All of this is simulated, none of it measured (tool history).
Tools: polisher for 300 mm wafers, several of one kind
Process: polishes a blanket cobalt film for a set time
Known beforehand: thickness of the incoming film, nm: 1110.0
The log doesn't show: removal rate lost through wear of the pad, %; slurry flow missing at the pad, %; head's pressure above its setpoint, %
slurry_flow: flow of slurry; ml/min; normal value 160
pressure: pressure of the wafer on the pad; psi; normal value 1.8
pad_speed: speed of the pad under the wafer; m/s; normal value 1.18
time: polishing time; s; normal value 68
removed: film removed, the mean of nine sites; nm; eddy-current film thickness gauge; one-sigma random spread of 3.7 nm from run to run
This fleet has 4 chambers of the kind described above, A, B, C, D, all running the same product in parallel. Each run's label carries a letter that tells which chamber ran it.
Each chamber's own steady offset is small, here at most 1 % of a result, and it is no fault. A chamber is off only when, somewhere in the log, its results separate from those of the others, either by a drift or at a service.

| run | hour | slurry_flow | pressure | pad_speed | time | wafers polished on this pad | hours since the slurry nozzle was cleaned | hours since the head pressure was calibrated | removed |
|---|---|---|---|---|---|---|---|---|---|
| 1D | 5.1 | 160 | 1.8 | 1.18 | 68 | 783 | 129.1 | 194.4 | 406.80 |
| 2C | 9.3 | 160 | 1.8 | 1.18 | 68 | 1009 | 530.5 | 918.9 | 415.86 |
| 3A | 12.2 | 160 | 1.8 | 1.18 | 68 | 421 | 724.8 | 359.0 | 401.52 |
| 4B | 17.0 | 160 | 1.8 | 1.18 | 68 | 880 | 421.9 | 636.0 | 408.63 |
| 5B | 20.6 | 160 | 1.8 | 1.18 | 68 | 906 | 425.5 | 639.6 | 403.68 |
| 6C | 24.2 | 160 | 1.8 | 1.18 | 68 | 1116 | 545.4 | 933.8 | 415.89 |
|  | 28.3 | chamber C: worn pad replaced by a new one |
| 7D | 29.1 | 160 | 1.8 | 1.18 | 68 | 955 | 153.1 | 218.4 | 396.99 |
| 8A | 32.9 | 160 | 1.8 | 1.18 | 68 | 569 | 745.5 | 379.7 | 403.08 |
| 9B | 35.3 | 160 | 1.8 | 1.18 | 68 | 1011 | 440.2 | 654.3 | 408.92 |
| 10D | 39.2 | 160 | 1.8 | 1.18 | 68 | 1028 | 163.2 | 228.5 | 404.14 |
|  | 39.4 | chamber A: worn pad replaced by a new one |
| 11A | 42.8 | 160 | 1.8 | 1.18 | 68 | 24 | 755.4 | 389.6 | 400.03 |
| 12C | 46.2 | 160 | 1.8 | 1.48 | 68 | 128 | 567.4 | 955.8 | 522.66 |
| 13C | 50.6 | 160 | 1.8 | 1.48 | 68 | 159 | 571.8 | 960.2 | 516.56 |
|  | 51.6 | chamber B: worn pad replaced by a new one |
| 14D | 55.2 | 160 | 1.8 | 1.48 | 68 | 1142 | 179.2 | 244.5 | 510.12 |
| 15B | 60.6 | 160 | 1.8 | 1.48 | 68 | 64 | 465.5 | 679.6 | 512.67 |
|  | 62.5 | chamber B: head pressure recalibrated |
| 16A | 65.8 | 160 | 1.8 | 1.18 | 85 | 189 | 778.4 | 412.6 | 510.22 |
| 17C | 70.4 | 160 | 1.8 | 1.18 | 85 | 301 | 591.6 | 980.0 | 511.71 |
|  | 70.9 | chamber D: worn pad replaced by a new one |
| 18D | 73.5 | 160 | 1.8 | 1.18 | 85 | 18 | 197.5 | 262.8 | 504.09 |
| 19A | 78.7 | 160 | 1.8 | 1.18 | 85 | 281 | 791.3 | 425.5 | 504.68 |
| 20B | 82.7 | 160 | 1.8 | 1.18 | 68 | 223 | 487.6 | 20.3 | 437.51 |
| 21C | 86.7 | 160 | 1.8 | 1.18 | 68 | 418 | 607.9 | 996.3 | 411.87 |
| 22A | 89.1 | 160 | 1.8 | 1.18 | 68 | 356 | 801.7 | 435.9 | 403.43 |
| 23D | 94.1 | 160 | 1.8 | 1.18 | 68 | 166 | 218.1 | 283.4 | 410.03 |
| 24B | 96.9 | 160 | 1.8 | 1.18 | 68 | 324 | 501.8 | 34.5 | 432.94 |
| 25D | 101.9 | 160 | 1.8 | 1.18 | 68 | 222 | 225.9 | 291.2 | 409.67 |
| 26B | 106.0 | 160 | 1.8 | 1.18 | 68 | 390 | 510.9 | 43.6 | 438.43 |
| 27A | 108.6 | 160 | 1.8 | 1.18 | 68 | 496 | 821.2 | 455.4 | 400.40 |
|  | 111.2 | chamber A: worn pad replaced by a new one |
| 28C | 111.4 | 160 | 1.8 | 1.18 | 68 | 595 | 632.6 | 1021.0 | 407.90 |
| 29B | 115.9 | 160 | 1.8 | 1.18 | 68 | 461 | 520.8 | 53.5 | 439.93 |
|  | 117.8 | chamber C: slurry nozzle cleaned |
| 30D | 118.8 | 160 | 1.8 | 1.18 | 68 | 343 | 242.8 | 308.1 | 400.42 |
| 31A | 122.1 | 160 | 1.8 | 1.18 | 68 | 78 | 834.7 | 468.9 | 403.94 |
| 32C | 125.6 | 160 | 1.8 | 1.18 | 68 | 697 | 7.9 | 1035.2 | 412.93 |

Predict what each chamber gives when all 4 of them run the settings below next.
| 33A | 129.5 | 160 | 1.8 | 0.96 | 68 |  |  |  | ? |
| 33B | 129.5 | 160 | 1.8 | 0.96 | 68 |  |  |  | ? |
| 33C | 129.5 | 160 | 1.8 | 0.96 | 68 |  |  |  | ? |
| 33D | 129.5 | 160 | 1.8 | 0.96 | 68 |  |  |  | ? |

| run | removed |
|---|---|
| 33A | 328.15 |
| 33B | 353.23 |
| 33C | 329.83 |
| 33D | 329.44 |

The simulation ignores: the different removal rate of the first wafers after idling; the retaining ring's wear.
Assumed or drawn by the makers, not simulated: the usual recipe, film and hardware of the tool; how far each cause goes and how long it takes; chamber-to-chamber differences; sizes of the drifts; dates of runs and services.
